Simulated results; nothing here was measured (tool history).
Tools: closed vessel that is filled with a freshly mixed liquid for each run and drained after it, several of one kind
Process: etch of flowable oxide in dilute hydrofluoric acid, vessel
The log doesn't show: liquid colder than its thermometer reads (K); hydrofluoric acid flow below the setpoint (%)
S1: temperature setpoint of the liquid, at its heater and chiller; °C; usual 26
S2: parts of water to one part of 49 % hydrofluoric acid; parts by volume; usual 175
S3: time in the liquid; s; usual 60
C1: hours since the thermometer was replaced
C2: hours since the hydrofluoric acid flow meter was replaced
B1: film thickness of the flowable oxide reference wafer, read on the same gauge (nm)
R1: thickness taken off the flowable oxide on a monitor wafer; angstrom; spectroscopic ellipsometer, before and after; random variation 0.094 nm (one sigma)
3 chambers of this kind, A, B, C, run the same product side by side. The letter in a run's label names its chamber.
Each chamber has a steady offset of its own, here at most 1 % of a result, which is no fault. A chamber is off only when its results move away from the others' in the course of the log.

Run 1C, hour 7.5: usual settings; C1 563; C2 433.7; B1 40.004. Result: R1 129.94 angstrom.
At hour 14.9: chamber B: thermometer replaced.
Run 2B, hour 18.7: usual settings; C1 3.8; C2 654.1; B1 39.961. Result: R1 128.82 angstrom.
Run 3A, hour 26.5: usual settings; C1 369; C2 594; B1 40.015. Result: R1 131.55 angstrom.
At hour 29.4: chamber C: hydrofluoric acid flow meter replaced.
Run 4C, hour 39.5: usual settings; C1 595; C2 10.1; B1 40.032. Result: R1 129.68 angstrom.
Run 5A, hour 48.3: usual settings; C1 390.8; C2 615.8; B1 40. Result: R1 131.87 angstrom.
Run 6B, hour 60: usual settings; C1 45.1; C2 695.4; B1 39.998. Result: R1 131.51 angstrom.
Run 7B, hour 66.2: usual settings; C1 51.3; C2 701.6; B1 40. Result: R1 129.08 angstrom.
Run 8A, hour 76.4: usual settings; C1 418.9; C2 643.9; B1 40.032. Result: R1 132.1 angstrom.
Run 9C, hour 89.8: usual settings; C1 645.3; C2 60.4; B1 40.045. Result: R1 129.81 angstrom.
Run 10C, hour 96.4: usual settings; C1 651.9; C2 67; B1 40.025. Result: R1 130.25 angstrom.
Run 11A, hour 108.6: usual settings; C1 451.1; C2 676.1; B1 39.995. Result: R1 132.66 angstrom.
Run 12B, hour 115.2: usual settings; C1 100.3; C2 750.6; B1 39.966. Result: R1 129.6 angstrom.
Run 13B, hour 126.2: usual settings; C1 111.3; C2 761.6; B1 39.988. Result: R1 130.5 angstrom.
Run 14C, hour 135.2: usual settings but S1 30 °C, S2 90 parts by volume; C1 690.7; C2 105.8; B1 39.978. Result: R1 332.64 angstrom.
Run 15A, hour 142.3: usual settings but S1 30 °C, S2 90 parts by volume; C1 484.8; C2 709.8; B1 39.999. Result: R1 336.41 angstrom.
Run 16A, hour 151.8: usual settings but S1 30 °C, S2 90 parts by volume; C1 494.3; C2 719.3; B1 39.978. Result: R1 335.49 angstrom.
At hour 154: chamber A: thermometer replaced.
Run 17C, hour 162: usual settings; C1 717.5; C2 132.6; B1 39.956. Result: R1 130.36 angstrom.
Run 18B, hour 173.7: usual settings; C1 158.8; C2 809.1; B1 40.06. Result: R1 130.65 angstrom.
Run 19A, hour 182: usual settings but S1 24.5 °C, S2 100 parts by volume; C1 28; C2 749.5; B1 39.98. Result: R1 240.16 angstrom.
Run 20B, hour 195.4: usual settings but S1 24.5 °C, S2 100 parts by volume; C1 180.5; C2 830.8; B1 40.038. Result: R1 235.58 angstrom.
Run 21C, hour 201.7: usual settings but S1 24.5 °C, S2 100 parts by volume; C1 757.2; C2 172.3; B1 39.92. Result: R1 238.08 angstrom.
Run 22B, hour 208.2: usual settings but S1 22.5 °C, S3 90 s; C1 193.3; C2 843.6; B1 40.018. Result: R1 171.18 angstrom.
Run 23A, hour 215.6: usual settings but S1 22.5 °C, S3 90 s; C1 61.6; C2 783.1; B1 40.018. Result: R1 174.73 angstrom.

Next, every chamber runs the same settings. What will each give?
Run 24A, hour 225.5: usual settings but S3 90 s. Result: R1 ?.
Run 24B, hour 225.5: usual settings but S3 90 s. Result: R1 ?.
Run 24C, hour 225.5: usual settings but S3 90 s. Result: R1 ?.

run      R1
24A  198.05
24B  196.79
24C  194.18
